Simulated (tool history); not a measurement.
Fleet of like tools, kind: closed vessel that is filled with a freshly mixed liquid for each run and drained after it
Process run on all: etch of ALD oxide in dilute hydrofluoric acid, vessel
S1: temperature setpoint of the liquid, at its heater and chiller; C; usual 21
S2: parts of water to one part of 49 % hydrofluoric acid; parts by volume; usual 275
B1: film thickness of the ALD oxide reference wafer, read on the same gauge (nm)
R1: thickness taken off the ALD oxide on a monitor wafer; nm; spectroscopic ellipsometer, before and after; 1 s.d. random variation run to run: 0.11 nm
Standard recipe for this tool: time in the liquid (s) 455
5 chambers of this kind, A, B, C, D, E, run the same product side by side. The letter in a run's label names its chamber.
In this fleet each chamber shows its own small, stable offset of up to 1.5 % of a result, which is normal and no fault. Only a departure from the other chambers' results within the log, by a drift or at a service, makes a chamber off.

run 1B day=0.121 | S1=21 S2=275 time_in_the_liquid_(s)=455 | B1=79.985 | R1=12.126
run 2C day=0.229 | S1=21 S2=275 time_in_the_liquid_(s)=455 | B1=80.028 | R1=12.158
run 3D day=0.429 | S1=21 S2=275 time_in_the_liquid_(s)=455 | B1=79.998 | R1=11.87
run 4A day=0.608 | S1=21 S2=275 time_in_the_liquid_(s)=455 | B1=79.976 | R1=12.058
run 5E day=0.725 | S1=21 S2=275 time_in_the_liquid_(s)=455 | B1=79.969 | R1=11.95
run 6D day=0.85 | S1=21 S2=275 time_in_the_liquid_(s)=455 | B1=80.008 | R1=11.725
run 7C day=1.017 | S1=21 S2=275 time_in_the_liquid_(s)=455 | B1=80.043 | R1=12.073
run 8B day=1.162 | S1=21 S2=275 time_in_the_liquid_(s)=195 | B1=80.036 | R1=5.1487
run 9A day=1.362 | S1=21 S2=275 time_in_the_liquid_(s)=195 | B1=80.015 | R1=5.1192
run 10E day=1.454 | S1=21 S2=275 time_in_the_liquid_(s)=195 | B1=80.036 | R1=5.1627
run 11B day=1.546 | S1=21 S2=275 time_in_the_liquid_(s)=195 | B1=80.003 | R1=5.2296
run 12A day=1.696 | S1=21 S2=275 time_in_the_liquid_(s)=195 | B1=79.99 | R1=5.164
run 13C day=1.846 | S1=21 S2=275 time_in_the_liquid_(s)=455 | B1=80.01 | R1=12.03
run 14D day=1.983 | S1=21 S2=275 time_in_the_liquid_(s)=455 | B1=79.999 | R1=11.905
run 15E day=2.133 | S1=21 S2=275 time_in_the_liquid_(s)=455 | B1=80.013 | R1=12.108
run 16A day=2.317 | S1=21 S2=275 time_in_the_liquid_(s)=455 | B1=80.009 | R1=12.402
run 17E day=2.454 | S1=21 S2=275 time_in_the_liquid_(s)=455 | B1=80.001 | R1=11.947
run 18B day=2.579 | S1=21 S2=275 time_in_the_liquid_(s)=455 | B1=80.016 | R1=12.19
run 19C day=2.708 | S1=21 S2=275 time_in_the_liquid_(s)=455 | B1=80.013 | R1=12.148
run 20D day=2.908 | S1=21 S2=275 time_in_the_liquid_(s)=455 | B1=80.012 | R1=11.959
run 21A day=3.079 | S1=21 S2=275 time_in_the_liquid_(s)=455 | B1=80.026 | R1=12.601
run 22D day=3.262 | S1=21 S2=275 time_in_the_liquid_(s)=455 | B1=80.022 | R1=12.1
run 23B day=3.454 | S1=21 S2=275 time_in_the_liquid_(s)=455 | B1=80.001 | R1=12.184
run 24E day=3.567 | S1=21 S2=275 time_in_the_liquid_(s)=455 | B1=79.987 | R1=11.898
run 25C day=3.729 | S1=21 S2=275 time_in_the_liquid_(s)=455 | B1=80.007 | R1=12.066
run 26E day=3.904 | S1=21 S2=275 time_in_the_liquid_(s)=455 | B1=80.009 | R1=11.894
run 27B day=4.104 | S1=21 S2=275 time_in_the_liquid_(s)=455 | B1=79.99 | R1=12.335
run 28C day=4.233 | S1=21 S2=275 time_in_the_liquid_(s)=455 | B1=79.995 | R1=11.987
run 29A day=4.379 | S1=21 S2=275 time_in_the_liquid_(s)=455 | B1=80.003 | R1=13.201
run 30D day=4.583 | S1=21 S2=275 time_in_the_liquid_(s)=455 | B1=79.968 | R1=11.873
run 31B day=4.783 | S1=21 S2=275 time_in_the_liquid_(s)=455 | B1=79.995 | R1=12.124
run 32E day=4.875 | S1=21 S2=275 time_in_the_liquid_(s)=455 | B1=80.047 | R1=12.156
run 33A day=5.021 | S1=21 S2=275 time_in_the_liquid_(s)=455 | B1=80.006 | R1=13.02
run 34C day=5.146 | S1=21 S2=275 time_in_the_liquid_(s)=315 | B1=80.017 | R1=8.2979
run 35D day=5.25 | S1=21 S2=275 time_in_the_liquid_(s)=315 | B1=80.016 | R1=8.2918
run 36D day=5.429 | S1=21 S2=275 time_in_the_liquid_(s)=315 | B1=80.015 | R1=8.1908
run 37E day=5.588 | S1=21 S2=275 time_in_the_liquid_(s)=315 | B1=79.993 | R1=8.242
run 38B day=5.771 | S1=21 S2=275 time_in_the_liquid_(s)=315 | B1=79.998 | R1=8.339

Decide between three cases: one chamber stands off from its peers, the gauge reading all wafers drifts, or nothing is wrong past each chamber's small offset. Where a chamber is off, say which and what most likely put it there.

Chamber A drifts away from the others.
Likeliest cause: hydrofluoric acid flow above the setpoint (%) = 8.6.
From this log alone, it may not be told apart from: liquid hotter than its thermometer reads (K).

Here are 4 candidates for chamber A's next run, each the usual settings with a change, their results left as question marks. Which one brings its results back in line with what the others give on the usual settings?
Counts as in line when no further than this from what the other chambers average on the usual settings: R1 0.4 nm
run 39A-1 day=5.917 | S1=21 S2=285 time_in_the_liquid_(s)=455 | R1=?
run 39A-2 day=5.917 | S1=21 S2=295 time_in_the_liquid_(s)=455 | R1=?
run 39A-3 day=5.917 | S1=22 S2=275 time_in_the_liquid_(s)=455 | R1=?
run 39A-4 day=5.917 | S1=21 S2=265 time_in_the_liquid_(s)=475 | R1=?

The other chambers' mean on the usual settings: R1 12.037 nm
run=39A-1 R1=12.702
run=39A-2 R1=12.174
run=39A-3 R1=13.769
run=39A-4 R1=14.494
39A-2 brings the chamber back in line.
